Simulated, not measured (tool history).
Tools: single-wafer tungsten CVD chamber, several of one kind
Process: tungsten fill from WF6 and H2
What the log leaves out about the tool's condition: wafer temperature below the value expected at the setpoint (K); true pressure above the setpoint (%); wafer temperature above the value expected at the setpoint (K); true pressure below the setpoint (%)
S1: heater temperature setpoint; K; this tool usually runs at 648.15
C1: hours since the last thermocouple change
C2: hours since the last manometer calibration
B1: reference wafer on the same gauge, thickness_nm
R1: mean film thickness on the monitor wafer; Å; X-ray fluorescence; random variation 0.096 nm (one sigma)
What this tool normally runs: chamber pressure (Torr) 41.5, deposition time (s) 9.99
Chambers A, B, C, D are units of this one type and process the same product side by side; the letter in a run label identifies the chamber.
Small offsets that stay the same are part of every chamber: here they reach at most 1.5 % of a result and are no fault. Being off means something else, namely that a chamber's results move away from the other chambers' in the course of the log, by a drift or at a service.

Run 1D, day 0.479: usual settings; C1 1364.6; C2 259.1; B1 23.599. Result: R1 208.58 Å.
Run 2A, day 0.825: usual settings; C1 854.1; C2 627.5; B1 23.603. Result: R1 208.53 Å.
Run 3C, day 1.404: usual settings; C1 527.6; C2 1262.7; B1 23.617. Result: R1 205.36 Å.
Run 4B, day 1.979: usual settings; C1 1182.2; C2 1884.9; B1 23.589. Result: R1 209.44 Å.
Run 5B, day 2.438: usual settings; C1 1193.2; C2 1895.9; B1 23.605. Result: R1 209.06 Å.
Run 6D, day 2.912: usual settings; C1 1423; C2 317.5; B1 23.629. Result: R1 208.24 Å.
Run 7C, day 3.346: usual settings; C1 574.2; C2 1309.3; B1 23.613. Result: R1 205.82 Å.
Run 8A, day 3.917: usual settings but chamber pressure (Torr) 33.1, deposition time (s) 9.21; C1 928.3; C2 701.7; B1 23.594. Result: R1 172.62 Å.
Run 9D, day 4.233: usual settings but chamber pressure (Torr) 33.1, deposition time (s) 9.21; C1 1454.7; C2 349.2; B1 23.64. Result: R1 173.77 Å.
Run 10C, day 4.617: usual settings but chamber pressure (Torr) 33.1, deposition time (s) 9.21; C1 604.7; C2 1339.8; B1 23.606. Result: R1 169.62 Å.
Run 11A, day 4.996: usual settings but chamber pressure (Torr) 33.1, deposition time (s) 9.21; C1 954.2; C2 727.6; B1 23.589. Result: R1 170.87 Å.
Run 12B, day 5.325: usual settings; C1 1262.5; C2 1965.2; B1 23.572. Result: R1 208.27 Å.
Run 13A, day 5.929: usual settings; C1 976.6; C2 750; B1 23.604. Result: R1 205.77 Å.
Run 14B, day 6.225: usual settings; C1 1284.1; C2 1986.8; B1 23.612. Result: R1 208.4 Å.
Run 15C, day 6.638: usual settings; C1 653.2; C2 1388.3; B1 23.599. Result: R1 206.79 Å.
Run 16D, day 6.975: usual settings; C1 1520.5; C2 415; B1 23.615. Result: R1 209.67 Å.
Run 17B, day 7.467: usual settings but deposition time (s) 11.7; C1 1313.9; C2 2016.6; B1 23.586. Result: R1 244.66 Å.
At day 7.538: chamber A: capacitance manometer re-zeroed and calibrated.
Run 18A, day 7.762: usual settings but deposition time (s) 11.7; C1 1020.6; C2 5.4; B1 23.612. Result: R1 243.71 Å.
Run 19D, day 8.088: usual settings but deposition time (s) 11.7; C1 1547.2; C2 441.7; B1 23.586. Result: R1 245.64 Å.
Run 20C, day 8.433: usual settings but deposition time (s) 11.7; C1 696.3; C2 1431.4; B1 23.595. Result: R1 241.16 Å.
Run 21A, day 8.733: usual settings but deposition time (s) 8.94; C1 1043.9; C2 28.7; B1 23.607. Result: R1 185.96 Å.
Run 22B, day 9.358: usual settings but deposition time (s) 8.94; C1 1359.3; C2 2062; B1 23.598. Result: R1 186.16 Å.
Run 23D, day 9.821: usual settings but deposition time (s) 8.94; C1 1588.8; C2 483.3; B1 23.601. Result: R1 188.1 Å.
Run 24C, day 10.312: usual settings but deposition time (s) 8.94; C1 741.4; C2 1476.5; B1 23.599. Result: R1 182.76 Å.
At day 10.575: chamber D: thermocouple changed; heater temperature recalibrated.
Run 25D, day 10.692: usual settings; C1 2.9; C2 504.2; B1 23.573. Result: R1 196.37 Å.
Run 26C, day 11.162: usual settings; C1 761.8; C2 1496.9; B1 23.601. Result: R1 204.79 Å.
Run 27B, day 11.583: usual settings; C1 1412.7; C2 2115.4; B1 23.577. Result: R1 209.45 Å.
Run 28A, day 12.025: usual settings; C1 1122.9; C2 107.7; B1 23.61. Result: R1 206.5 Å.
Run 29C, day 12.467: usual settings; C1 793.1; C2 1528.2; B1 23.589. Result: R1 206.31 Å.
Run 30B, day 12.846: usual settings; C1 1443; C2 2145.7; B1 23.566. Result: R1 208.66 Å.
Run 31D, day 13.196: usual settings; C1 63; C2 564.3; B1 23.631. Result: R1 197.96 Å.
Run 32A, day 13.738: usual settings but deposition time (s) 8.77; C1 1164; C2 148.8; B1 23.59. Result: R1 181.64 Å.
Run 33C, day 14.212: usual settings but deposition time (s) 8.77; C1 835; C2 1570.1; B1 23.61. Result: R1 179.61 Å.
Run 34A, day 14.596: usual settings but deposition time (s) 8.77; C1 1184.6; C2 169.4; B1 23.61. Result: R1 183.19 Å.
Run 35B, day 15.075: usual settings but deposition time (s) 8.77; C1 1496.5; C2 2199.2; B1 23.622. Result: R1 183.47 Å.
Run 36D, day 15.483: usual settings; C1 117.9; C2 619.2; B1 23.587. Result: R1 197.68 Å.
Run 37D, day 15.75: usual settings; C1 124.3; C2 625.6; B1 23.593. Result: R1 197.41 Å.
Run 38A, day 16.083: usual settings; C1 1220.3; C2 205.1; B1 23.605. Result: R1 207.83 Å.
Run 39C, day 16.367: usual settings; C1 886.7; C2 1621.8; B1 23.592. Result: R1 203.42 Å.
Run 40B, day 16.838: usual settings; C1 1538.8; C2 2241.5; B1 23.575. Result: R1 210.37 Å.
Run 41A, day 17.3: usual settings but chamber pressure (Torr) 38.1; C1 1249.5; C2 234.3; B1 23.599. Result: R1 198.71 Å.
Run 42D, day 17.667: usual settings but chamber pressure (Torr) 38.1; C1 170.3; C2 671.6; B1 23.619. Result: R1 189.58 Å.

For the next run the whole fleet of 4 chambers uses the same settings. Give each chamber's results:
Run 43A, day 18.117: usual settings but deposition time (s) 11.01. Result: R1 ?.
Run 43B, day 18.117: usual settings but deposition time (s) 11.01. Result: R1 ?.
Run 43C, day 18.117: usual settings but deposition time (s) 11.01. Result: R1 ?.
Run 43D, day 18.117: usual settings but deposition time (s) 11.01. Result: R1 ?.

run      R1
43A  227.36
43B  229.66
43C  225.02
43D  216.68
